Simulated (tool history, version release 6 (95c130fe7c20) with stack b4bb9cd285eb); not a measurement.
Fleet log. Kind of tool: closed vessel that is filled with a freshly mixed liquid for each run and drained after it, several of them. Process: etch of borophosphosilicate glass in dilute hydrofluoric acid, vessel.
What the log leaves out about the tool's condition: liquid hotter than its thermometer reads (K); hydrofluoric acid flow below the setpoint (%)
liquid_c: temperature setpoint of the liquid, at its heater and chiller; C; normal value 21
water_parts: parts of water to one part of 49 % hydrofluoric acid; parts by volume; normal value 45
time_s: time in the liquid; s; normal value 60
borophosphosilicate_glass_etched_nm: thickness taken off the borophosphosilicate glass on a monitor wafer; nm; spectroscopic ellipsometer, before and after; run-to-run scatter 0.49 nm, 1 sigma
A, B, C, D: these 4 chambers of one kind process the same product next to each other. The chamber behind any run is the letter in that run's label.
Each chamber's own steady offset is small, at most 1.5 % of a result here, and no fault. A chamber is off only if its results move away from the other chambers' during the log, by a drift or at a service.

run	hour	liquid_c	water_parts	time_s	hours since the thermometer was replaced	hours since the hydrofluoric acid flow meter was replaced	read-back film thickness of the borophosphosilicate glass reference wafer, read on the same gauge (nm)	borophosphosilicate_glass_etched_nm
1D	8.4	21	45	60	379.4	1002.2	140.01	73.481
# hour 12.1: chamber C: hydrofluoric acid flow meter replaced
2A	20.2	21	45	60	888.6	323.6	140.02	74.375
3B	26.6	21	45	60	2057.7	867.7	140.04	73.566
4C	37.9	21	45	60	491.9	25.8	139.99	73.279
5A	44.7	17	45	90	913.1	348.1	139.97	93.758
6D	52.1	17	45	90	423.1	1045.9	140	92.273
# hour 57.7: chamber A: thermometer replaced
7C	61.8	17	45	90	515.8	49.7	140.02	93.609
8B	74.6	17	45	90	2105.7	915.7	139.99	92.582
9B	82.6	21	45	60	2113.7	923.7	140.02	73.352
10C	95.7	21	45	60	549.7	83.6	140.01	74.669
11D	106.1	21	45	60	477.1	1099.9	139.99	73.691
12A	113.2	21	45	60	55.5	416.6	140	74.323
13B	123.6	21	45	60	2154.7	964.7	140.02	74.484
14C	132.4	21	45	60	586.4	120.3	139.98	74.284
15A	139.3	21	45	60	81.6	442.7	140	73.833
16D	151.7	21	45	60	522.7	1145.5	140.01	72.93
17B	160.8	21	45	60	2191.9	1001.9	140.01	73.447
18A	173.3	21	45	60	115.6	476.7	140.02	74.298
19C	187.5	21	45	60	641.5	175.4	139.96	75.252
20D	197.2	21	45	60	568.2	1191	139.99	73.911
21B	203.7	21	45	60	2234.8	1044.8	140	73.524
22D	213.2	21	45	60	584.2	1207	139.99	73.355
23A	221.1	21	45	60	163.4	524.5	140.03	73.186
24C	228.4	21	45	60	682.4	216.3	139.99	74.557
25D	241.5	21	45	60	612.5	1235.3	139.98	73.403
26A	253.6	21	45	60	195.9	557	140.02	72.331
# hour 258.5: chamber C: thermometer replaced
27B	266.6	21	30	80	2297.7	1107.7	140.04	148.82
28C	278.5	21	30	80	20.1	266.4	139.98	152.15
29A	290.8	21	30	80	233.1	594.2	140.01	144.14
# hour 296.3: chamber D: hydrofluoric acid flow meter replaced
30B	298.3	21	30	80	2329.4	1139.4	140	151.83
31D	304.8	21	45	60	675.8	8.6	139.97	73.457
32C	313.1	21	45	60	54.7	301	140.02	73.956
33A	320.2	21	45	60	262.5	623.6	140	69.63
34C	330.1	21	45	60	71.7	318	140	74.15
35D	339.2	21	45	60	710.2	43	140	73.817
36B	346.6	21	45	60	2377.7	1187.7	140.03	74.216
37C	357.7	21	60	60	99.3	345.6	140	54.491
38B	366.1	21	60	60	2397.2	1207.2	140.04	53.289
39A	376.5	21	60	60	318.8	679.9	140	50.824
40D	384	21	60	60	755	87.8	139.99	53.839
41D	395	21	45	60	766	98.8	140	73.105
42C	408.1	21	45	60	149.7	396	140	74.486

Next, all 4 chambers run the settings below, one line each with question marks for the results. What does each chamber give?
43A	418.5	21	45	60				?
43B	418.5	21	45	60				?
43C	418.5	21	45	60				?
43D	418.5	21	45	60				?

run	borophosphosilicate_glass_etched_nm
43A	67.591
43B	74.17
43C	74.755
43D	73.227

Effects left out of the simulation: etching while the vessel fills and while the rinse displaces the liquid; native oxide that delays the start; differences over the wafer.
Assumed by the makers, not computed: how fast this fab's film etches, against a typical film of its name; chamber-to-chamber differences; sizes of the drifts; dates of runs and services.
